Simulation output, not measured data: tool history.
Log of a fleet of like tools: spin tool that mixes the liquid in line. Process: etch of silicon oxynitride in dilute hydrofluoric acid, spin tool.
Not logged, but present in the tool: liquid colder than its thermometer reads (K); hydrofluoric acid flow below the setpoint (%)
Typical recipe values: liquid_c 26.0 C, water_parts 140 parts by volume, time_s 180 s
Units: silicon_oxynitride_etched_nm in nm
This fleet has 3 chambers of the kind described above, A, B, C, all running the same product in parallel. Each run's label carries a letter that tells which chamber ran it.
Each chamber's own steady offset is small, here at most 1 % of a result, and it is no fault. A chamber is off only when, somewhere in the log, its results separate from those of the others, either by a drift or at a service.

run,hour,liquid_c,water_parts,time_s,hours since the thermometer was replaced,hours since the hydrofluoric acid flow meter was replaced,"read-back film thickness of the silicon oxynitride reference wafer, read on the same gauge (nm)",silicon_oxynitride_etched_nm
1A,11.5,26.0,140,180,2397.7,351.8,99.993,4.5420
2C,18.5,26.0,140,180,525.3,691.5,99.988,4.5418
3B,32.1,26.0,140,180,343.2,201.9,99.999,4.5521
4C,42.4,26.0,140,180,549.2,715.4,99.999,4.5563
5B,54.2,26.0,140,180,365.3,224.0,100.010,4.5009
6A,67.4,26.0,140,180,2453.6,407.7,100.000,4.5402
7B,74.0,26.0,205,180,385.1,243.8,100.000,2.9199
8C,80.5,26.0,205,180,587.3,753.5,99.983,2.9387
9A,93.2,26.0,205,180,2479.4,433.5,99.995,2.9234
10A,102.1,21.5,140,180,2488.3,442.4,99.996,3.6969
11B,110.8,21.5,140,180,421.9,280.6,100.040,3.6478
12C,123.3,21.5,140,180,630.1,796.3,100.020,3.6600
13C,133.2,26.0,140,180,640.0,806.2,99.983,4.5044
14A,147.2,26.0,140,180,2533.4,487.5,99.984,4.5171
15B,158.3,29.5,80,180,469.4,328.1,99.989,9.7037
16A,168.7,29.5,80,180,2554.9,509.0,100.010,9.7319
# hour 179.1: chamber B: thermometer replaced
17B,180.6,29.5,80,180,1.6,350.4,99.997,9.6124
18C,193.7,26.0,140,180,700.5,866.7,100.020,4.5207
19B,201.0,29.5,115,180,22.0,370.8,100.010,6.5081
20A,215.4,29.5,115,180,2601.6,555.7,99.980,6.5136
21C,223.1,29.5,115,180,729.9,896.1,99.981,6.5681
22A,230.9,26.0,205,130,2617.1,571.2,100.010,2.1037
23B,239.2,26.0,205,130,60.2,409.0,100.020,2.0659
24C,251.4,26.0,205,130,758.2,924.4,100.010,2.1135
25B,258.4,26.0,140,180,79.4,428.2,99.986,4.3639
26C,272.1,26.0,140,180,778.9,945.1,100.030,4.4691
27A,280.9,26.0,140,180,2667.1,621.2,99.999,4.5302
# hour 290.1: chamber A: hydrofluoric acid flow meter replaced
28A,293.3,26.0,140,180,2679.5,3.3,100.010,4.5175
29C,307.1,26.0,140,180,813.9,980.1,99.989,4.5349
# hour 317.4: chamber A: thermometer replaced
30B,321.1,22.5,140,180,142.1,490.9,100.010,3.7060
31B,331.5,22.5,140,180,152.5,501.3,99.990,3.6893
32A,337.8,22.5,140,180,20.5,47.8,100.010,3.8447
33C,347.5,26.0,140,180,854.3,1020.5,100.000,4.5290
34A,361.5,26.0,140,180,44.2,71.5,99.983,4.5254
35C,370.6,26.0,85,180,877.4,1043.6,100.010,7.7724
36B,380.8,26.0,85,180,201.8,550.6,99.988,7.4994
37B,388.4,26.0,85,180,209.4,558.2,100.010,7.4866
38C,398.8,23.5,205,180,905.6,1071.8,99.998,2.6424

What goes on in this fleet: one chamber off, a drifting gauge, or nothing beyond the chambers' own small offsets? Name the chamber and the cause, if any.

One chamber, B, drifts off from the rest bit by bit.
Most likely cause: hydrofluoric acid flow below the setpoint (%) = 4.54.

Here are 4 candidates for chamber B's next run, each the usual settings with a change, their results left as question marks. Which one brings its results back in line with what the others give on the usual settings?
Allowed miss from the other chambers' usual-settings mean, per result, to count as in line: silicon_oxynitride_etched_nm 0.0860 nm
39B-1,409.2,26.5,140,180,,,,?
39B-2,409.2,25.5,140,180,,,,?
39B-3,409.2,26.0,140,170,,,,?
39B-4,409.2,26.0,140,190,,,,?

Mean of the other chambers on the usual settings: silicon_oxynitride_etched_nm 4.5190 nm
run,silicon_oxynitride_etched_nm
39B-1,4.3886
39B-2,4.1952
39B-3,4.0526
39B-4,4.5294
It is 39B-4 that realigns the chamber with its peers.

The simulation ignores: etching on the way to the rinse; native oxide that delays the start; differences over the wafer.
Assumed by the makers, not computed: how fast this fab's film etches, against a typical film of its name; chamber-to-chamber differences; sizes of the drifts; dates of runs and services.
